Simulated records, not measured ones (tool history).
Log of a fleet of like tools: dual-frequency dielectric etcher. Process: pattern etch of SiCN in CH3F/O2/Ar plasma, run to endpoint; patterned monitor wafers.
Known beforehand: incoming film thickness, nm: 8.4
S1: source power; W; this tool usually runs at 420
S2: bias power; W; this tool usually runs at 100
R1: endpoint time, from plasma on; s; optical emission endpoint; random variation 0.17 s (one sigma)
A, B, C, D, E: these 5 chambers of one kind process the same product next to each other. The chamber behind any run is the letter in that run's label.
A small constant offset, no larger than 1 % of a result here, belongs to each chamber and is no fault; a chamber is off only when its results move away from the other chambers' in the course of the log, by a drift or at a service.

run 1D hour=2.5 | S1=420 S2=100 | R1=19.720
run 2E hour=4.8 | S1=420 S2=100 | R1=19.712
-- hour=8.0 chamber D: wet clean of the chamber
run 3A hour=9.8 | S1=420 S2=100 | R1=19.631
run 4B hour=13.1 | S1=420 S2=100 | R1=19.589
run 5C hour=15.3 | S1=420 S2=100 | R1=19.300
run 6B hour=20.1 | S1=420 S2=100 | R1=19.381
run 7E hour=22.8 | S1=340 S2=100 | R1=21.150
run 8A hour=27.5 | S1=340 S2=100 | R1=20.884
run 9D hour=30.8 | S1=340 S2=100 | R1=21.355
run 10C hour=33.8 | S1=340 S2=100 | R1=21.312
run 11D hour=38.7 | S1=340 S2=100 | R1=21.461
run 12B hour=42.0 | S1=340 S2=100 | R1=21.162
run 13E hour=45.3 | S1=340 S2=100 | R1=21.210
run 14A hour=49.1 | S1=340 S2=100 | R1=20.801
run 15C hour=52.8 | S1=340 S2=100 | R1=21.266
run 16E hour=55.6 | S1=340 S2=100 | R1=21.020
run 17D hour=58.1 | S1=420 S2=100 | R1=19.675
run 18C hour=63.2 | S1=420 S2=100 | R1=19.292
run 19B hour=66.4 | S1=420 S2=100 | R1=19.531
run 20A hour=68.7 | S1=490 S2=77 | R1=20.144
run 21E hour=71.2 | S1=490 S2=77 | R1=20.333
run 22A hour=74.7 | S1=490 S2=77 | R1=20.161
run 23C hour=78.1 | S1=490 S2=77 | R1=20.533
run 24B hour=82.3 | S1=490 S2=77 | R1=20.287
run 25D hour=86.0 | S1=420 S2=100 | R1=19.762
run 26A hour=88.9 | S1=420 S2=100 | R1=18.980
run 27B hour=91.4 | S1=420 S2=100 | R1=19.476
run 28C hour=94.6 | S1=420 S2=100 | R1=19.733
run 29D hour=98.5 | S1=420 S2=100 | R1=19.524
run 30E hour=102.3 | S1=420 S2=100 | R1=19.656
run 31E hour=105.0 | S1=420 S2=92 | R1=20.119
run 32A hour=109.6 | S1=420 S2=92 | R1=20.175
run 33C hour=114.3 | S1=420 S2=92 | R1=20.303
run 34B hour=119.3 | S1=420 S2=92 | R1=20.558
run 35D hour=122.4 | S1=420 S2=92 | R1=19.975
run 36C hour=127.1 | S1=420 S2=100 | R1=19.679
run 37B hour=130.6 | S1=420 S2=100 | R1=19.566
run 38E hour=133.4 | S1=420 S2=100 | R1=19.660
run 39A hour=137.8 | S1=420 S2=100 | R1=19.611
run 40D hour=141.9 | S1=420 S2=100 | R1=19.827
run 41D hour=146.9 | S1=350 S2=112 | R1=19.889

All chambers now run identical settings, listed one chamber a line with results as question marks. What results will each chamber show?
run 42A hour=150.6 | S1=420 S2=100 | R1=?
run 42B hour=150.6 | S1=420 S2=100 | R1=?
run 42C hour=150.6 | S1=420 S2=100 | R1=?
run 42D hour=150.6 | S1=420 S2=100 | R1=?
run 42E hour=150.6 | S1=420 S2=100 | R1=?

run=42A R1=19.374
run=42B R1=19.921
run=42C R1=19.667
run=42D R1=19.914
run=42E R1=19.345
